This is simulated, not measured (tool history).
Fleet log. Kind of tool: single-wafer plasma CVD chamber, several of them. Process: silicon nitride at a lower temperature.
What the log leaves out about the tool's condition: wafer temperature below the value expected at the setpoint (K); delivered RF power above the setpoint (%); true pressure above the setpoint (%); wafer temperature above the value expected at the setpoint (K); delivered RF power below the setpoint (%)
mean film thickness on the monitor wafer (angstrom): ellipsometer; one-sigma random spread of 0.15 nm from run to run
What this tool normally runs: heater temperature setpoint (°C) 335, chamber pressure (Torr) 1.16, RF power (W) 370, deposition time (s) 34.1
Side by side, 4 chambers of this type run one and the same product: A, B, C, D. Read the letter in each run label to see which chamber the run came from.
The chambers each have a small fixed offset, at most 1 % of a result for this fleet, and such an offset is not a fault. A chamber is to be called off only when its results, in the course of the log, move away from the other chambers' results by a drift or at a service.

run    day  heater temperature setpoint (°C)  chamber pressure (Torr)  RF power (W)  deposition time (s)  hours since the last thermocouple change  hours since the last RF generator calibration  hours since the last manometer calibration  read-back reference wafer on the same gauge, thickness_nm  mean film thickness on the monitor wafer (angstrom)
 1D  0.392                               335                     1.16           370                 34.1                                      42.4                                         1398.9                                      2065.0                                                     36.128                                               419.41
 2C  0.792                               335                     1.16           370                 34.1                                    1502.5                                          690.2                                      1056.6                                                     36.105                                               419.41
 3B  0.992                               335                     1.16           370                 34.1                                    1243.3                                         1191.6                                      1482.5                                                     36.079                                               418.70
 4A  1.342                               335                     1.16           370                 34.1                                    1611.5                                         1536.9                                      1140.5                                                     36.124                                               419.84
 5C  1.725                               335                     1.16           370                 34.1                                    1524.9                                          712.6                                      1079.0                                                     36.095                                               417.27
 6A  2.125                               335                     1.16           370                 34.1                                    1630.3                                         1555.7                                      1159.3                                                     36.093                                               421.54
 7D  2.396                               335                     1.16           370                 34.1                                      90.5                                         1447.0                                      2113.1                                                     36.113                                               421.65
 8B  2.725                               335                     1.16           370                 34.1                                    1284.9                                         1233.2                                      1524.1                                                     36.098                                               418.47
 9D  2.979                               329                     1.26           370                 34.1                                     104.5                                         1461.0                                      2127.1                                                     36.106                                               435.46
10A  3.179                               329                     1.26           370                 34.1                                    1655.6                                         1581.0                                      1184.6                                                     36.115                                               430.95
11B  3.462                               329                     1.26           370                 34.1                                    1302.6                                         1250.9                                      1541.8                                                     36.090                                               432.19
12C  3.846                               329                     1.26           370                 34.1                                    1575.8                                          763.5                                      1129.9                                                     36.120                                               428.25
13A  4.042                               324                     1.04           370                 34.1                                    1676.3                                         1601.7                                      1205.3                                                     36.106                                               409.95
14C  4.229                               324                     1.04           370                 34.1                                    1585.0                                          772.7                                      1139.1                                                     36.117                                               404.06
15B  4.471                               324                     1.04           370                 34.1                                    1326.8                                         1275.1                                      1566.0                                                     36.099                                               406.82
16D  4.692                               324                     1.04           370                 34.1                                     145.6                                         1502.1                                      2168.2                                                     36.095                                               408.96
17A  5.021                               335                     1.16           315                 34.1                                    1699.8                                         1625.2                                      1228.8                                                     36.118                                               380.21
18C  5.362                               335                     1.16           315                 34.1                                    1612.2                                          799.9                                      1166.3                                                     36.046                                               374.96
19D  5.583                               335                     1.16           315                 34.1                                     167.0                                         1523.5                                      2189.6                                                     36.113                                               376.63
20B  5.858                               335                     1.16           315                 34.1                                    1360.1                                         1308.4                                      1599.3                                                     36.096                                               372.91
     5.867  -- chamber A: thermocouple changed; heater temperature recalibrated
21B  6.121                               335                     1.16           370                 34.1                                    1366.4                                         1314.7                                      1605.6                                                     36.104                                               411.82
22C  6.467                               335                     1.16           370                 34.1                                    1638.7                                          826.4                                      1192.8                                                     36.082                                               420.41
23A  6.662                               335                     1.16           370                 34.1                                      19.2                                         1664.6                                      1268.2                                                     36.107                                               417.41
24D  6.975                               335                     1.16           370                 34.1                                     200.4                                         1556.9                                      2223.0                                                     36.095                                               423.43
25D  7.342                               335                     1.16           370                 34.1                                     209.2                                         1565.7                                      2231.8                                                     36.085                                               421.51
26C  7.638                               335                     1.16           370                 34.1                                    1666.8                                          854.5                                      1220.9                                                     36.091                                               419.14
27A  8.050                               335                     1.16           370                 34.1                                      52.5                                         1697.9                                      1301.5                                                     36.098                                               418.12
28B  8.242                               335                     1.16           370                 34.1                                    1417.3                                         1365.6                                      1656.5                                                     36.106                                               410.75
29B  8.562                               335                     1.16           370                 34.1                                    1425.0                                         1373.3                                      1664.2                                                     36.121                                               409.66
30D  8.875                               335                     1.16           370                 34.1                                     246.0                                         1602.5                                      2268.6                                                     36.124                                               422.29

Predict what each chamber gives when all 4 of them run the settings below next.
31A  9.183                               340                     1.16           370                 34.1                                                                                                                                                                                                                                                    ?
31B  9.183                               340                     1.16           370                 34.1                                                                                                                                                                                                                                                    ?
31C  9.183                               340                     1.16           370                 34.1                                                                                                                                                                                                                                                    ?
31D  9.183                               340                     1.16           370                 34.1                                                                                                                                                                                                                                                    ?

run  mean film thickness on the monitor wafer (angstrom)
31A                                               418.49
31B                                               407.99
31C                                               417.34
31D                                               422.57

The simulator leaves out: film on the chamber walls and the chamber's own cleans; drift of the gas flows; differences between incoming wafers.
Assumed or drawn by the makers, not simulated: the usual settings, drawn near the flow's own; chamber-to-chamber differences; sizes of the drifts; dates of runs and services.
